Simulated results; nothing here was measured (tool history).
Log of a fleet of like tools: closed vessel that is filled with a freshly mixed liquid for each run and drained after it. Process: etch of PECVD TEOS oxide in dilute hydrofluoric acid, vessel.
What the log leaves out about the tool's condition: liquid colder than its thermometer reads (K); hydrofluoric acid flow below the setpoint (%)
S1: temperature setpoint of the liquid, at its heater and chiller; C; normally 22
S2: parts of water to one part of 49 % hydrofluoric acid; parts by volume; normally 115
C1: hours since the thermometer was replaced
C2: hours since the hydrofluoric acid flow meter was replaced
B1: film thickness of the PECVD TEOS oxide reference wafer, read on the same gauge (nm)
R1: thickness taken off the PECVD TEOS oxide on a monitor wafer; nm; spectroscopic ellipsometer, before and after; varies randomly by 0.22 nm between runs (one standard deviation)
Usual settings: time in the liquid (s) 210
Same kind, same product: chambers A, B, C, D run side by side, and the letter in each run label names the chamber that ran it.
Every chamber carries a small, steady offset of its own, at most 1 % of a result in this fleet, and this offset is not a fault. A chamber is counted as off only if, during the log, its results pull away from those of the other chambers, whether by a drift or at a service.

run 1A hour=9.3 | S1=22 S2=115 time_in_the_liquid_(s)=210 | C1=530.4 C2=843.4 | B1=79.991 | R1=22.874
run 2B hour=17.5 | S1=22 S2=115 time_in_the_liquid_(s)=210 | C1=1517.3 C2=925.6 | B1=80.008 | R1=23.796
run 3C hour=29.5 | S1=22 S2=115 time_in_the_liquid_(s)=210 | C1=264.4 C2=782.1 | B1=80.034 | R1=23.283
run 4D hour=40.9 | S1=22 S2=115 time_in_the_liquid_(s)=210 | C1=281.6 C2=432.3 | B1=80.006 | R1=23.136
run 5A hour=57.4 | S1=22 S2=115 time_in_the_liquid_(s)=210 | C1=578.5 C2=891.5 | B1=80.028 | R1=23.322
run 6D hour=65 | S1=22 S2=115 time_in_the_liquid_(s)=210 | C1=305.7 C2=456.4 | B1=80.029 | R1=22.993
run 7B hour=75.9 | S1=22 S2=115 time_in_the_liquid_(s)=210 | C1=1575.7 C2=984 | B1=79.998 | R1=23.172
-- hour=83.7 chamber A: hydrofluoric acid flow meter replaced
run 8C hour=86 | S1=22 S2=115 time_in_the_liquid_(s)=210 | C1=320.9 C2=838.6 | B1=79.976 | R1=23.303
run 9D hour=93.9 | S1=22 S2=115 time_in_the_liquid_(s)=210 | C1=334.6 C2=485.3 | B1=79.979 | R1=23.176
run 10A hour=105.7 | S1=22 S2=115 time_in_the_liquid_(s)=210 | C1=626.8 C2=22.1 | B1=79.982 | R1=23.263
run 11B hour=121 | S1=22 S2=115 time_in_the_liquid_(s)=210 | C1=1620.8 C2=1029.1 | B1=80.027 | R1=23.369
run 12C hour=132.6 | S1=22 S2=115 time_in_the_liquid_(s)=210 | C1=367.5 C2=885.2 | B1=79.981 | R1=23.297
run 13B hour=142.5 | S1=22 S2=115 time_in_the_liquid_(s)=210 | C1=1642.3 C2=1050.6 | B1=80.033 | R1=22.272
run 14C hour=157.9 | S1=22 S2=115 time_in_the_liquid_(s)=210 | C1=392.8 C2=910.5 | B1=79.962 | R1=22.406
run 15A hour=174.2 | S1=22 S2=115 time_in_the_liquid_(s)=210 | C1=695.3 C2=90.6 | B1=80.002 | R1=23.015
run 16D hour=188.6 | S1=22 S2=115 time_in_the_liquid_(s)=210 | C1=429.3 C2=580 | B1=80.033 | R1=23.109
run 17D hour=197.6 | S1=22 S2=115 time_in_the_liquid_(s)=210 | C1=438.3 C2=589 | B1=80.012 | R1=23.314
run 18C hour=213.1 | S1=22 S2=115 time_in_the_liquid_(s)=210 | C1=448 C2=965.7 | B1=80.025 | R1=22.713
run 19B hour=224.6 | S1=22 S2=155 time_in_the_liquid_(s)=210 | C1=1724.4 C2=1132.7 | B1=80.004 | R1=15.585
run 20A hour=237.7 | S1=22 S2=155 time_in_the_liquid_(s)=210 | C1=758.8 C2=154.1 | B1=80.003 | R1=16.743
-- hour=248.7 chamber D: hydrofluoric acid flow meter replaced
run 21D hour=253.5 | S1=22 S2=155 time_in_the_liquid_(s)=210 | C1=494.2 C2=4.9 | B1=80.038 | R1=16.461
run 22C hour=267.4 | S1=22 S2=155 time_in_the_liquid_(s)=210 | C1=502.3 C2=1020 | B1=79.995 | R1=16.405
run 23A hour=276.7 | S1=22 S2=115 time_in_the_liquid_(s)=210 | C1=797.8 C2=193.1 | B1=80.024 | R1=23.45
run 24B hour=284.6 | S1=22 S2=115 time_in_the_liquid_(s)=210 | C1=1784.4 C2=1192.7 | B1=80.008 | R1=21.008

Read the log: is a single chamber off, either drifting away or since a service, is the gauge that measures every chamber drifting, or is nothing wrong beyond small per-chamber offsets? Name any odd chamber and what most likely caused it.

Little by little, chamber B moves away from the other chambers.
Likeliest cause: liquid colder than its thermometer reads (K) = 2.42.
The log may not tell that from: hydrofluoric acid flow below the setpoint (%).

Which of the 4 candidates below, each the usual settings with something changed and its results left as question marks, puts chamber B back in line with what the other chambers give on the usual settings?
To be in line, a result may differ from the other chambers' mean on the usual settings by at most: R1 0.78 nm
run 25B-1 hour=296.5 | S1=22 S2=120 time_in_the_liquid_(s)=200 | R1=?
run 25B-2 hour=296.5 | S1=22 S2=115 time_in_the_liquid_(s)=215 | R1=?
run 25B-3 hour=296.5 | S1=22 S2=105 time_in_the_liquid_(s)=210 | R1=?
run 25B-4 hour=296.5 | S1=22 S2=115 time_in_the_liquid_(s)=205 | R1=?

Mean of the other chambers on the usual settings: R1 23.193 nm
run=25B-1 R1=19.12
run=25B-2 R1=21.58
run=25B-3 R1=23.377
run=25B-4 R1=20.576
25B-3 is the one that brings the chamber's results back in line with the other chambers.
